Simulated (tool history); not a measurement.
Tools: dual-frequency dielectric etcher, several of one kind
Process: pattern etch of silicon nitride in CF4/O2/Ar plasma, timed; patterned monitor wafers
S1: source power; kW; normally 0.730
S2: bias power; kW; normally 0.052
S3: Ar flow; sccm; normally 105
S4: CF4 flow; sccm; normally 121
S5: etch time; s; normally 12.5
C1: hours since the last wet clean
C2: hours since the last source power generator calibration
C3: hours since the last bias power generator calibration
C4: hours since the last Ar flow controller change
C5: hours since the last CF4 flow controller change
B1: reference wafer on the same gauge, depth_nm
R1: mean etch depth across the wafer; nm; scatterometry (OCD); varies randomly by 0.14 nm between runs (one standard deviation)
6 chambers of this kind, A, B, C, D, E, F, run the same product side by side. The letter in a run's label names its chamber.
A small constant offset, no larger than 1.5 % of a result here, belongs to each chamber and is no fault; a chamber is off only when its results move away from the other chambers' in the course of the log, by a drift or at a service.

{"run": "1F", "day": 0.425, "S1": 0.73, "S2": 0.052, "S3": 105, "S4": 121, "S5": 12.5, "C1": 194.6, "C2": 1181.1, "C3": 829.4, "C4": 4001.2, "C5": 1741.4, "B1": 39.92, "R1": 34.111}
{"run": "2D", "day": 0.633, "S1": 0.73, "S2": 0.052, "S3": 105, "S4": 121, "S5": 12.5, "C1": 17.8, "C2": 2203.3, "C3": 961.7, "C4": 3516.4, "C5": 1337.0, "B1": 39.878, "R1": 34.3}
{"run": "3B", "day": 0.938, "S1": 0.73, "S2": 0.052, "S3": 105, "S4": 121, "S5": 12.5, "C1": 93.3, "C2": 1795.8, "C3": 642.9, "C4": 713.5, "C5": 459.3, "B1": 39.895, "R1": 34.548}
{"run": "4C", "day": 1.383, "S1": 0.73, "S2": 0.052, "S3": 105, "S4": 121, "S5": 12.5, "C1": 59.1, "C2": 2486.4, "C3": 740.0, "C4": 2165.4, "C5": 4767.2, "B1": 39.882, "R1": 33.836}
{"run": "5A", "day": 1.654, "S1": 0.73, "S2": 0.052, "S3": 105, "S4": 121, "S5": 12.5, "C1": 55.0, "C2": 163.0, "C3": 1820.8, "C4": 1456.4, "C5": 390.8, "B1": 39.922, "R1": 34.444}
{"run": "6E", "day": 1.888, "S1": 0.73, "S2": 0.052, "S3": 105, "S4": 121, "S5": 12.5, "C1": 117.9, "C2": 2837.9, "C3": 1542.4, "C4": 3162.9, "C5": 460.3, "B1": 39.901, "R1": 33.669}
{"run": "7C", "day": 2.358, "S1": 0.73, "S2": 0.052, "S3": 105, "S4": 121, "S5": 12.5, "C1": 82.5, "C2": 2509.8, "C3": 763.4, "C4": 2188.8, "C5": 4790.6, "B1": 39.934, "R1": 34.035}
{"run": "8D", "day": 2.588, "S1": 0.73, "S2": 0.052, "S3": 89, "S4": 121, "S5": 12.5, "C1": 64.7, "C2": 2250.2, "C3": 1008.6, "C4": 3563.3, "C5": 1383.9, "B1": 39.931, "R1": 35.099}
{"run": "9B", "day": 2.954, "S1": 0.73, "S2": 0.052, "S3": 89, "S4": 121, "S5": 12.5, "C1": 141.7, "C2": 1844.2, "C3": 691.3, "C4": 761.9, "C5": 507.7, "B1": 39.922, "R1": 35.297}
{"run": "10A", "day": 3.308, "S1": 0.73, "S2": 0.052, "S3": 89, "S4": 121, "S5": 12.5, "C1": 94.7, "C2": 202.7, "C3": 1860.5, "C4": 1496.1, "C5": 430.5, "B1": 39.912, "R1": 35.235}
{"run": "11F", "day": 3.775, "S1": 0.73, "S2": 0.052, "S3": 89, "S4": 121, "S5": 12.5, "C1": 275.0, "C2": 1261.5, "C3": 909.8, "C4": 4081.6, "C5": 1821.8, "B1": 39.903, "R1": 34.843}
{"run": "12E", "day": 4.112, "S1": 0.73, "S2": 0.052, "S3": 89, "S4": 121, "S5": 12.5, "C1": 171.3, "C2": 2891.3, "C3": 1595.8, "C4": 3216.3, "C5": 513.7, "B1": 39.914, "R1": 34.363}
{"run": "13C", "day": 4.446, "S1": 0.73, "S2": 0.052, "S3": 89, "S4": 121, "S5": 12.5, "C1": 132.6, "C2": 2559.9, "C3": 813.5, "C4": 2238.9, "C5": 4840.7, "B1": 39.892, "R1": 34.645}
{"run": "14A", "day": 4.704, "S1": 0.73, "S2": 0.052, "S3": 105, "S4": 121, "S5": 12.5, "C1": 128.2, "C2": 236.2, "C3": 1894.0, "C4": 1529.6, "C5": 464.0, "B1": 39.916, "R1": 34.486}
{"run": "15D", "day": 4.912, "S1": 0.73, "S2": 0.052, "S3": 105, "S4": 121, "S5": 12.5, "C1": 120.5, "C2": 2306.0, "C3": 1064.4, "C4": 3619.1, "C5": 1439.7, "B1": 39.912, "R1": 34.4}
{"run": "16F", "day": 5.2, "S1": 0.73, "S2": 0.052, "S3": 105, "S4": 121, "S5": 12.5, "C1": 309.2, "C2": 1295.7, "C3": 944.0, "C4": 4115.8, "C5": 1856.0, "B1": 39.882, "R1": 34.061}
{"run": "17B", "day": 5.408, "S1": 0.73, "S2": 0.052, "S3": 105, "S4": 121, "S5": 12.5, "C1": 200.6, "C2": 1903.1, "C3": 750.2, "C4": 820.8, "C5": 566.6, "B1": 39.871, "R1": 34.467}
{"run": "18E", "day": 5.646, "S1": 0.73, "S2": 0.052, "S3": 105, "S4": 121, "S5": 12.5, "C1": 208.1, "C2": 2928.1, "C3": 1632.6, "C4": 3253.1, "C5": 550.5, "B1": 39.92, "R1": 33.804}
{"run": "19A", "day": 6.05, "S1": 0.73, "S2": 0.052, "S3": 105, "S4": 121, "S5": 12.5, "C1": 160.5, "C2": 268.5, "C3": 1926.3, "C4": 1561.9, "C5": 496.3, "B1": 39.902, "R1": 34.228}
{"run": "20C", "day": 6.308, "S1": 0.73, "S2": 0.052, "S3": 105, "S4": 121, "S5": 12.5, "C1": 177.3, "C2": 2604.6, "C3": 858.2, "C4": 2283.6, "C5": 4885.4, "B1": 39.901, "R1": 34.104}
{"day": 6.35, "done": "chamber C: CF4 flow controller replaced"}
{"run": "21B", "day": 6.617, "S1": 0.73, "S2": 0.052, "S3": 105, "S4": 121, "S5": 12.5, "C1": 229.6, "C2": 1932.1, "C3": 779.2, "C4": 849.8, "C5": 595.6, "B1": 39.88, "R1": 34.244}
{"run": "22F", "day": 6.858, "S1": 0.73, "S2": 0.052, "S3": 105, "S4": 121, "S5": 12.5, "C1": 349.0, "C2": 1335.5, "C3": 983.8, "C4": 4155.6, "C5": 1895.8, "B1": 39.895, "R1": 34.221}
{"run": "23E", "day": 7.208, "S1": 0.73, "S2": 0.052, "S3": 105, "S4": 121, "S5": 12.5, "C1": 245.6, "C2": 2965.6, "C3": 1670.1, "C4": 3290.6, "C5": 588.0, "B1": 39.903, "R1": 33.89}
{"run": "24D", "day": 7.504, "S1": 0.73, "S2": 0.052, "S3": 105, "S4": 121, "S5": 12.5, "C1": 182.7, "C2": 2368.2, "C3": 1126.6, "C4": 3681.3, "C5": 1501.9, "B1": 39.833, "R1": 34.384}
{"day": 7.683, "done": "chamber F: wet clean of the chamber"}
{"run": "25B", "day": 7.842, "S1": 0.73, "S2": 0.052, "S3": 105, "S4": 121, "S5": 12.5, "C1": 259.0, "C2": 1961.5, "C3": 808.6, "C4": 879.2, "C5": 625.0, "B1": 39.887, "R1": 34.558}
{"run": "26D", "day": 8.062, "S1": 0.73, "S2": 0.052, "S3": 82, "S4": 138, "S5": 12.5, "C1": 196.1, "C2": 2381.6, "C3": 1140.0, "C4": 3694.7, "C5": 1515.3, "B1": 39.922, "R1": 35.876}
{"run": "27A", "day": 8.288, "S1": 0.73, "S2": 0.052, "S3": 82, "S4": 138, "S5": 12.5, "C1": 214.2, "C2": 322.2, "C3": 1980.0, "C4": 1615.6, "C5": 550.0, "B1": 39.884, "R1": 35.829}
{"run": "28E", "day": 8.608, "S1": 0.73, "S2": 0.052, "S3": 82, "S4": 138, "S5": 12.5, "C1": 279.2, "C2": 2999.2, "C3": 1703.7, "C4": 3324.2, "C5": 621.6, "B1": 39.917, "R1": 35.173}
{"run": "29F", "day": 8.954, "S1": 0.73, "S2": 0.052, "S3": 82, "S4": 138, "S5": 12.5, "C1": 30.6, "C2": 1385.8, "C3": 1034.1, "C4": 4205.9, "C5": 1946.1, "B1": 39.909, "R1": 35.242}
{"run": "30C", "day": 9.354, "S1": 0.73, "S2": 0.052, "S3": 82, "S4": 138, "S5": 12.5, "C1": 250.4, "C2": 2677.7, "C3": 931.3, "C4": 2356.7, "C5": 72.1, "B1": 39.928, "R1": 35.267}
{"run": "31A", "day": 9.717, "S1": 0.73, "S2": 0.052, "S3": 82, "S4": 138, "S5": 12.5, "C1": 248.5, "C2": 356.5, "C3": 2014.3, "C4": 1649.9, "C5": 584.3, "B1": 39.87, "R1": 35.88}
{"run": "32D", "day": 9.958, "S1": 0.73, "S2": 0.052, "S3": 105, "S4": 121, "S5": 12.5, "C1": 241.6, "C2": 2427.1, "C3": 1185.5, "C4": 3740.2, "C5": 1560.8, "B1": 39.903, "R1": 34.391}
{"run": "33C", "day": 10.408, "S1": 0.73, "S2": 0.052, "S3": 105, "S4": 121, "S5": 12.5, "C1": 275.7, "C2": 2703.0, "C3": 956.6, "C4": 2382.0, "C5": 97.4, "B1": 39.852, "R1": 33.905}
{"run": "34E", "day": 10.679, "S1": 0.73, "S2": 0.052, "S3": 105, "S4": 121, "S5": 12.5, "C1": 328.9, "C2": 3048.9, "C3": 1753.4, "C4": 3373.9, "C5": 671.3, "B1": 39.881, "R1": 33.773}
{"run": "35B", "day": 10.983, "S1": 0.73, "S2": 0.056, "S3": 97, "S4": 121, "S5": 12.5, "C1": 334.4, "C2": 2036.9, "C3": 884.0, "C4": 954.6, "C5": 700.4, "B1": 39.901, "R1": 35.529}
{"run": "36F", "day": 11.196, "S1": 0.73, "S2": 0.056, "S3": 97, "S4": 121, "S5": 12.5, "C1": 84.4, "C2": 1439.6, "C3": 1087.9, "C4": 4259.7, "C5": 1999.9, "B1": 39.918, "R1": 35.528}

Decide between three cases: one chamber stands off from its peers, the gauge reading all wafers drifts, or nothing is wrong past each chamber's small offset. Where a chamber is off, say which and what most likely put it there.

All chambers stay in line apart from their small fixed offsets, and the gauge does not drift.
